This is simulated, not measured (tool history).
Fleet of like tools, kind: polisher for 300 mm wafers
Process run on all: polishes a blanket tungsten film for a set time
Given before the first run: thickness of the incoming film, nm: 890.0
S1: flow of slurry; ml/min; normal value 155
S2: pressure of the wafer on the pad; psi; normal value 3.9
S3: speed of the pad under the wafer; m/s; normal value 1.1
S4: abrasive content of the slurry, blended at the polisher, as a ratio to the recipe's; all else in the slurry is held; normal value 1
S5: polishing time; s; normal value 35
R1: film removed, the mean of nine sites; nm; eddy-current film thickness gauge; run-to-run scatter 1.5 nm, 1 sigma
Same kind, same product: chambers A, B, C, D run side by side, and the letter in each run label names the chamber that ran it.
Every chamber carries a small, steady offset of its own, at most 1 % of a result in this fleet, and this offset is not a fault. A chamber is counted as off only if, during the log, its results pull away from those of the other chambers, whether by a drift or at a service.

run     day   S1   S2    S3  S4  S5      R1
 1A   0.283  155  3.9   1.1   1  35  155.48
 2B   0.688  155  3.9   1.1   1  35  156.63
 3D   1.079  155  3.9   1.1   1  35  156.59
 4C   1.671  155  3.9   1.1   1  35  153.46
      2.012  -- chamber B: slurry tank refilled with fresh slurry and peroxide
 5A   2.146  155  3.9   1.1   1  35  156.54
      2.229  -- chamber D: slurry tank refilled with fresh slurry and peroxide
 6D   2.612  155  3.9   1.1   1  35  155.81
      2.646  -- chamber B: worn pad replaced by a new one
 7B   3.071  155  3.9   1.1   1  35   155.9
 8C   3.483  185  5.1   1.1   1  35  208.21
      3.667  -- chamber D: worn pad replaced by a new one
      3.838  -- chamber C: worn pad replaced by a new one
 9D   4.021  185  5.1   1.1   1  35  208.51
      4.367  -- chamber C: slurry blender recalibrated
      4.421  -- chamber A: worn pad replaced by a new one
10C   4.446  185  5.1   1.1   1  35  206.16
      4.592  -- chamber C: slurry tank refilled with fresh slurry and peroxide
11B   4.779  185  5.1   1.1   1  35  211.73
12A   5.083  155  3.9   1.1   1  35  155.43
      5.283  -- chamber D: slurry blender recalibrated
13A   5.362  155  3.9   1.1   1  35  156.39
      5.725  -- chamber A: slurry tank refilled with fresh slurry and peroxide
14B   5.762  155  3.9   1.1   1  35  155.81
      5.946  -- chamber D: slurry tank refilled with fresh slurry and peroxide
      6.025  -- chamber A: slurry blender recalibrated
15C   6.262  155  3.9   1.1   1  35  156.64
16D   6.858  155  3.9   1.1   1  35  157.67
      7.192  -- chamber B: slurry tank refilled with fresh slurry and peroxide
      7.242  -- chamber B: slurry nozzle cleaned
17C   7.462  155  3.9   1.1   1  35  154.48
18B   7.742  155  3.9   1.1   1  35  157.27
      7.933  -- chamber B: worn pad replaced by a new one
        8.3  -- chamber A: slurry nozzle cleaned
19D   8.321  155  3.9   1.1   1  35  155.29
      8.633  -- chamber B: slurry blender recalibrated
20A   8.696  155  3.9   1.1   1  35  157.63
      8.988  -- chamber C: slurry blender recalibrated
21A   9.125  155  3.9   1.1   1  35  155.06
      9.188  -- chamber D: worn pad replaced by a new one
      9.192  -- chamber A: worn pad replaced by a new one
22C   9.421  155  3.9  1.26   1  35  175.64
      9.462  -- chamber C: worn pad replaced by a new one
      9.746  -- chamber D: slurry tank refilled with fresh slurry and peroxide
23B   9.975  155  3.9  1.26   1  35  180.14
     10.229  -- chamber C: slurry nozzle cleaned
     10.338  -- chamber C: slurry tank refilled with fresh slurry and peroxide
24D  10.467  155  3.9  1.26   1  35  179.09
25C  10.825  155  3.9  1.26   1  35     178
26B  11.133  155  3.9   1.1   1  35  157.51
27D  11.704  155  3.9   1.1   1  35  158.67
     12.033  -- chamber A: slurry tank refilled with fresh slurry and peroxide
28A  12.192  175  3.9  1.34   1  35  196.66
29C  12.512  175  3.9  1.34   1  35   194.1
     12.621  -- chamber B: head pressure recalibrated
30D  12.821  175  3.9  1.34   1  35  192.52
     13.012  -- chamber B: slurry tank refilled with fresh slurry and peroxide
31B  13.112  175  3.9  1.34   1  35  199.38
     13.221  -- chamber D: slurry tank refilled with fresh slurry and peroxide
     13.258  -- chamber C: slurry blender recalibrated
32A  13.629  155  3.9   1.1   1  35  157.02
33B  13.975  155  3.9   1.1   1  35  157.83
     14.117  -- chamber A: worn pad replaced by a new one
34C  14.504  155  3.9   1.1   1  40  177.47
     14.617  -- chamber C: worn pad replaced by a new one
     14.788  -- chamber C: slurry tank refilled with fresh slurry and peroxide
35D  15.062  155  3.9   1.1   1  40  175.27
36A  15.442  155  3.9   1.1   1  40  178.35
     15.521  -- chamber D: slurry nozzle cleaned
37A  15.967  155  3.9   1.1   1  40  177.83
     16.112  -- chamber D: slurry tank refilled with fresh slurry and peroxide
38D  16.296  155  3.9  0.82   1  35  116.38
39C  16.804  155  3.9  0.82   1  35  116.05

Each of the 4 chambers runs these same settings next. Fill in every chamber's results:
40A  17.238  155  3.9  1.1   1  35   ?
40B  17.238  155  3.9  1.1   1  35   ?
40C  17.238  155  3.9  1.1   1  35   ?
40D  17.238  155  3.9  1.1   1  35   ?

run      R1
40A  155.84
40B  158.12
40C  154.53
40D  156.43
